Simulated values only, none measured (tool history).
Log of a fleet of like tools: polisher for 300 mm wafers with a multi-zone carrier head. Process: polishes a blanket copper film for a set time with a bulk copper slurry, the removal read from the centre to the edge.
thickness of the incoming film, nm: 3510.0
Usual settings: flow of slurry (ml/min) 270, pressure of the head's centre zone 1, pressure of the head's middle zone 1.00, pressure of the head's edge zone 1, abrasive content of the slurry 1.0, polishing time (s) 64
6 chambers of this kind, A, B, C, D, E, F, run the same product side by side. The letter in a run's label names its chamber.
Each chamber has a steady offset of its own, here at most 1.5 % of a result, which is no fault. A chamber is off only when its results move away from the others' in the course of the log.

run	day	flow of slurry (ml/min)	pressure of the head's centre zone	pressure of the head's middle zone	pressure of the head's edge zone	abrasive content of the slurry	polishing time (s)	wafers polished on this pad	hours since the slurry nozzle was cleaned	hours since the centre zone pressure was calibrated	hours since the edge zone pressure was calibrated	film removed at the wafer's centre (Å)	film removed at mid-radius (Å)	film removed at the wafer's edge (Å)
# day 0.046: chamber F: centre zone pressure recalibrated
1D	0.142	270	1	1.00	1	1.0	64	498	182.5	39.2	51.0	6586.1	6645.9	6642.4
2A	0.267	270	1	1.00	1	1.0	64	87	431.6	580.9	657.1	6686.6	6666.4	6579.0
3F	0.408	270	1	1.00	1	1.0	64	602	195.9	8.8	1056.7	6602.6	6561.2	6643.5
4E	0.525	270	1	1.00	1	1.0	64	643	63.2	618.2	883.5	6848.2	6728.5	6563.7
5C	0.617	270	1	1.00	1	1.0	53	725	685.2	469.7	129.8	5435.5	5452.9	5598.7
6B	0.804	270	1	1.00	1	1.0	53	442	329.0	630.5	699.5	5501.5	5472.3	5512.3
7D	0.912	270	1	1.00	1	1.0	53	699	201.0	57.7	69.5	5544.8	5518.3	5550.0
8B	1.112	270	1	1.00	1	1.0	53	523	336.4	637.9	706.9	5361.7	5461.4	5524.0
9A	1.267	270	1	1.00	1	1.0	53	348	455.6	604.9	681.1	5323.4	5514.0	5519.8
# day 1.304: chamber B: worn pad replaced by a new one
10C	1.417	270	1	1.00	1	1.0	53	934	704.4	488.9	149.0	5338.5	5438.7	5535.3
11E	1.612	270	1	1.04	1	1.0	64	926	89.3	644.3	909.6	6514.9	6849.1	6558.2
# day 1.758: chamber D: worn pad replaced by a new one
12F	1.808	270	1	1.04	1	1.0	64	967	229.5	42.4	1090.3	6512.7	6775.4	6522.8
# day 1.938: chamber F: worn pad replaced by a new one
13D	1.996	270	1	1.04	1	1.0	64	62	227.0	83.7	95.5	6675.9	6951.7	6650.0
14C	2.133	270	1	1.04	1	1.0	64	1120	721.6	506.1	166.2	6606.0	6782.2	6672.3
15E	2.262	270	1	1.04	1	1.0	64	1096	104.9	659.9	925.2	6373.8	6743.6	6483.7
# day 2.279: chamber C: worn pad replaced by a new one
# day 2.396: chamber E: centre zone pressure recalibrated
16B	2.438	270	1	1.04	1	1.0	64	295	368.2	669.7	738.7	6608.2	6893.5	6628.9
17F	2.642	270	1	1.00	1	1.0	64	184	249.5	62.4	1110.3	6699.0	6561.6	6595.8
18A	2.775	270	1	1.00	1	1.0	64	741	491.8	641.1	717.3	6502.8	6662.7	6630.4
19B	2.967	270	1	1.00	1	1.0	64	433	380.9	682.4	751.4	6421.6	6595.4	6635.4
20C	3.100	270	1	1.00	1	1.0	64	214	744.8	529.3	189.4	6611.6	6515.2	6627.6
21F	3.208	270	1	1.00	1	1.0	64	331	263.1	76.0	1123.9	6656.9	6607.7	6589.3
22A	3.388	270	1	1.09	1	1.0	64	901	506.5	655.8	732.0	6700.9	7267.0	6568.5
23D	3.583	270	1	1.09	1	1.0	64	476	265.1	121.8	133.6	6731.9	7224.8	6644.9
# day 3.621: chamber B: worn pad replaced by a new one
24E	3.721	270	1	1.09	1	1.0	64	1476	139.9	31.8	960.2	6289.3	6890.5	6321.4
25D	3.850	270	1	1.09	1	1.0	64	546	271.5	128.2	140.0	6771.7	7186.4	6624.4
26C	3.988	270	1	1.09	1	1.0	64	445	766.1	550.6	210.7	6401.5	7047.8	6598.0
27B	4.083	270	1	1.09	1	1.0	64	120	407.7	709.2	778.2	6724.9	7197.0	6629.1
28E	4.192	270	1	1.00	1	1.0	64	1599	151.2	43.1	971.5	6357.8	6297.7	6224.5
29A	4.375	270	1	1.00	1	1.0	64	1158	530.2	679.5	755.7	6498.1	6682.1	6590.9
# day 4.471: chamber D: worn pad replaced by a new one
30F	4.571	270	1	1.00	1	1.0	64	687	295.8	108.7	1156.6	6684.1	6497.5	6626.2
31B	4.717	270	1	1.00	1	1.0	64	286	422.9	724.4	793.4	6699.6	6542.2	6690.3
32F	4.812	270	1	1.00	1	1.0	64	750	301.6	114.5	1162.4	6553.0	6579.5	6641.1
33A	5.004	270	1	1.00	1	1.0	64	1322	545.3	694.6	770.8	6375.0	6636.1	6665.9
# day 5.108: chamber B: centre zone pressure recalibrated
# day 5.179: chamber F: worn pad replaced by a new one
34C	5.221	270	1	1.00	1	1.0	64	767	795.7	580.2	240.3	6414.9	6518.9	6651.1
# day 5.233: chamber A: worn pad replaced by a new one
35D	5.371	270	1	1.00	1	1.0	64	235	308.0	164.7	176.5	6803.7	6630.7	6729.4
# day 5.512: chamber B: worn pad replaced by a new one
36E	5.562	270	1	1.00	1	1.0	64	1956	184.1	76.0	1004.4	6227.1	6176.1	6088.5
37B	5.754	270	1	1.00	1	1.0	64	63	447.8	15.5	818.3	6565.1	6621.0	6670.6
38F	5.875	270	1	1.00	1	1.0	64	182	327.1	140.0	1187.9	6608.4	6538.6	6649.6
39D	6.000	270	1	1.00	1	1.0	64	399	323.1	179.8	191.6	6604.0	6670.8	6668.5
40E	6.142	270	1	1.00	1	0.9	64	2107	198.0	89.9	1018.3	5926.3	6009.7	5840.4
41A	6.275	270	1	1.00	1	0.9	64	272	575.8	725.1	801.3	6401.0	6563.2	6493.9

Is one chamber off against the others, does the gauge drift, or is nothing wrong? If a chamber is off, say which, and what the likeliest cause is.

Chamber E drifts away from the others.
Cause: removal rate lost through wear of the pad, % = 9.05.

Here are 4 candidates for chamber E's next run, each the usual settings with a change, their results left as question marks. Which one brings its results back in line with what the others give on the usual settings?
In line means no further than this from the other chambers' mean on the usual settings: film removed at the wafer's centre (Å) 310.0; film removed at mid-radius (Å) 150.0; film removed at the wafer's edge (Å) 150.0
42E-1	6.429	270	1	0.99	1.01	1.0	70					?	?	?
42E-2	6.429	270	1	1.01	0.99	1.0	58					?	?	?
42E-3	6.429	270	1	1.00	1.00	1.0	62					?	?	?
42E-4	6.429	270	1	1.00	1.00	1.0	66					?	?	?

The other chambers' mean on the usual settings: film removed at the wafer's centre (Å) 6602.2; film removed at mid-radius (Å) 6600.9; film removed at the wafer's edge (Å) 6630.9
run	film removed at the wafer's centre (Å)	film removed at mid-radius (Å)	film removed at the wafer's edge (Å)
42E-1	6584.1	6573.3	6588.9
42E-2	5456.2	5548.0	5401.6
42E-3	5832.1	5876.3	5805.1
42E-4	6208.3	6255.4	6179.6
42E-1 brings the chamber back in line.
